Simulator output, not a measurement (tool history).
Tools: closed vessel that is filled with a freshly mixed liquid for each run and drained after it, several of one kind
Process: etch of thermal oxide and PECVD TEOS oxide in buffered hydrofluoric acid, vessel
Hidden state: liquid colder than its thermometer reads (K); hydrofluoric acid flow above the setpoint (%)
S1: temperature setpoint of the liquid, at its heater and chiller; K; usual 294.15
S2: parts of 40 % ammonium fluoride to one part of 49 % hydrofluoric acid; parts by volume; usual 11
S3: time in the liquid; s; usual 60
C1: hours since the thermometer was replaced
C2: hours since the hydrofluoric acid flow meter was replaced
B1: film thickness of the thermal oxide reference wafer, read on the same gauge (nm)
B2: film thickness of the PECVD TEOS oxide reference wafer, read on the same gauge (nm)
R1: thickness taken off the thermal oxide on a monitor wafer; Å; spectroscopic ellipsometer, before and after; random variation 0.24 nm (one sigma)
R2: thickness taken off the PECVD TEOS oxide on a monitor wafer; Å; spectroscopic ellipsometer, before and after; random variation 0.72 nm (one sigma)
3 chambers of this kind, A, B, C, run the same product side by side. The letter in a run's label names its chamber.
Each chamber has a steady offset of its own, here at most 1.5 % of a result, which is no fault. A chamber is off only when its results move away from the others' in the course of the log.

Run 1B, hour 8.4: usual settings; C1 657.9; C2 940.4; B1 140.01; B2 119.97. Result: R1 529.74 Å, R2 1076.1 Å.
Run 2A, hour 14.9: usual settings; C1 402.6; C2 772.3; B1 140.01; B2 120.01. Result: R1 535.64 Å, R2 1070.6 Å.
Run 3C, hour 20.4: usual settings; C1 206.6; C2 2076.3; B1 140.02; B2 120. Result: R1 535.3 Å, R2 1081.9 Å.
Run 4C, hour 25.4: usual settings; C1 211.6; C2 2081.3; B1 140.01; B2 120. Result: R1 537.22 Å, R2 1084.2 Å.
Run 5B, hour 33.4: usual settings; C1 682.9; C2 965.4; B1 139.98; B2 120.04. Result: R1 530.13 Å, R2 1070.7 Å.
Run 6A, hour 39: usual settings; C1 426.7; C2 796.4; B1 139.98; B2 119.97. Result: R1 529.98 Å, R2 1069.3 Å.
Run 7B, hour 44.8: usual settings but S3 85 s; C1 694.3; C2 976.8; B1 140.03; B2 119.98. Result: R1 757.4 Å, R2 1519.8 Å.
Run 8C, hour 50: usual settings but S3 85 s; C1 236.2; C2 2105.9; B1 140; B2 119.99. Result: R1 755.67 Å, R2 1529.1 Å.
Run 9A, hour 55.5: usual settings but S3 85 s; C1 443.2; C2 812.9; B1 139.96; B2 120.05. Result: R1 758.58 Å, R2 1495.9 Å.
Run 10B, hour 62.1: usual settings; C1 711.6; C2 994.1; B1 139.98; B2 120. Result: R1 529.85 Å, R2 1069.4 Å.
Run 11C, hour 69.8: usual settings; C1 256; C2 2125.7; B1 140; B2 119.99. Result: R1 534.27 Å, R2 1066.1 Å.
Run 12A, hour 77.7: usual settings; C1 465.4; C2 835.1; B1 140.03; B2 120.03. Result: R1 533.74 Å, R2 1061.7 Å.
Run 13B, hour 86.5: usual settings; C1 736; C2 1018.5; B1 140.03; B2 119.98. Result: R1 532.07 Å, R2 1073.7 Å.
At hour 93.9: chamber C: hydrofluoric acid flow meter replaced.
Run 14A, hour 94.6: usual settings; C1 482.3; C2 852; B1 140.01; B2 120.02. Result: R1 532.48 Å, R2 1060.2 Å.
Run 15C, hour 98.9: usual settings but S1 290.15 K; C1 285.1; C2 5.1; B1 140.01; B2 119.98. Result: R1 428.11 Å, R2 859.88 Å.
Run 16C, hour 106.4: usual settings but S1 290.15 K; C1 292.6; C2 12.6; B1 139.97; B2 120.01. Result: R1 428.02 Å, R2 873.89 Å.
Run 17A, hour 114.8: usual settings but S1 290.15 K; C1 502.5; C2 872.2; B1 140; B2 119.98. Result: R1 427.26 Å, R2 844.97 Å.
Run 18B, hour 120: usual settings; C1 769.5; C2 1052; B1 140.03; B2 120. Result: R1 532.13 Å, R2 1062.7 Å.
Run 19B, hour 128.2: usual settings; C1 777.7; C2 1060.2; B1 139.99; B2 120. Result: R1 533.71 Å, R2 1066.3 Å.
Run 20C, hour 132.4: usual settings; C1 318.6; C2 38.6; B1 139.99; B2 120.01. Result: R1 537.69 Å, R2 1065.2 Å.
At hour 133: chamber B: thermometer replaced.
Run 21A, hour 139.5: usual settings; C1 527.2; C2 896.9; B1 139.99; B2 120.03. Result: R1 531.72 Å, R2 1071.7 Å.
Run 22B, hour 145.3: usual settings; C1 12.3; C2 1077.3; B1 140.02; B2 119.98. Result: R1 531.25 Å, R2 1071.9 Å.
Run 23C, hour 151.2: usual settings; C1 337.4; C2 57.4; B1 140.01; B2 119.99. Result: R1 533.97 Å, R2 1070.6 Å.
Run 24A, hour 158.6: usual settings; C1 546.3; C2 916; B1 140.01; B2 120.01. Result: R1 535.07 Å, R2 1059.2 Å.
Run 25A, hour 164.9: usual settings; C1 552.6; C2 922.3; B1 140; B2 119.98. Result: R1 537.21 Å, R2 1054.2 Å.
Run 26C, hour 169.3: usual settings but S2 7.5 parts by volume, S3 50 s; C1 355.5; C2 75.5; B1 139.99; B2 119.98. Result: R1 638.18 Å, R2 1278.1 Å.
Run 27B, hour 177.5: usual settings but S2 7.5 parts by volume, S3 50 s; C1 44.5; C2 1109.5; B1 140.03; B2 120.01. Result: R1 635.44 Å, R2 1262.6 Å.
Run 28C, hour 183.5: usual settings but S2 7.5 parts by volume, S3 50 s; C1 369.7; C2 89.7; B1 139.99; B2 119.97. Result: R1 634.68 Å, R2 1275.7 Å.
Run 29B, hour 190.9: usual settings; C1 57.9; C2 1122.9; B1 140.01; B2 119.96. Result: R1 536.58 Å, R2 1076.5 Å.
Run 30A, hour 200: usual settings; C1 587.7; C2 957.4; B1 140.03; B2 119.99. Result: R1 534.51 Å, R2 1065.6 Å.
Run 31A, hour 205: usual settings; C1 592.7; C2 962.4; B1 140; B2 120.05. Result: R1 533.16 Å, R2 1053.6 Å.

All 3 chambers run these settings next. Forecast each chamber's results:
Run 32A, hour 211.7: usual settings but S1 298.15 K. Result: R1 ?, R2 ?.
Run 32B, hour 211.7: usual settings but S1 298.15 K. Result: R1 ?, R2 ?.
Run 32C, hour 211.7: usual settings but S1 298.15 K. Result: R1 ?, R2 ?.

run      R1      R2
32A  662.53  1319.4
32B  664.05  1330.4
32C  661.66  1349.4
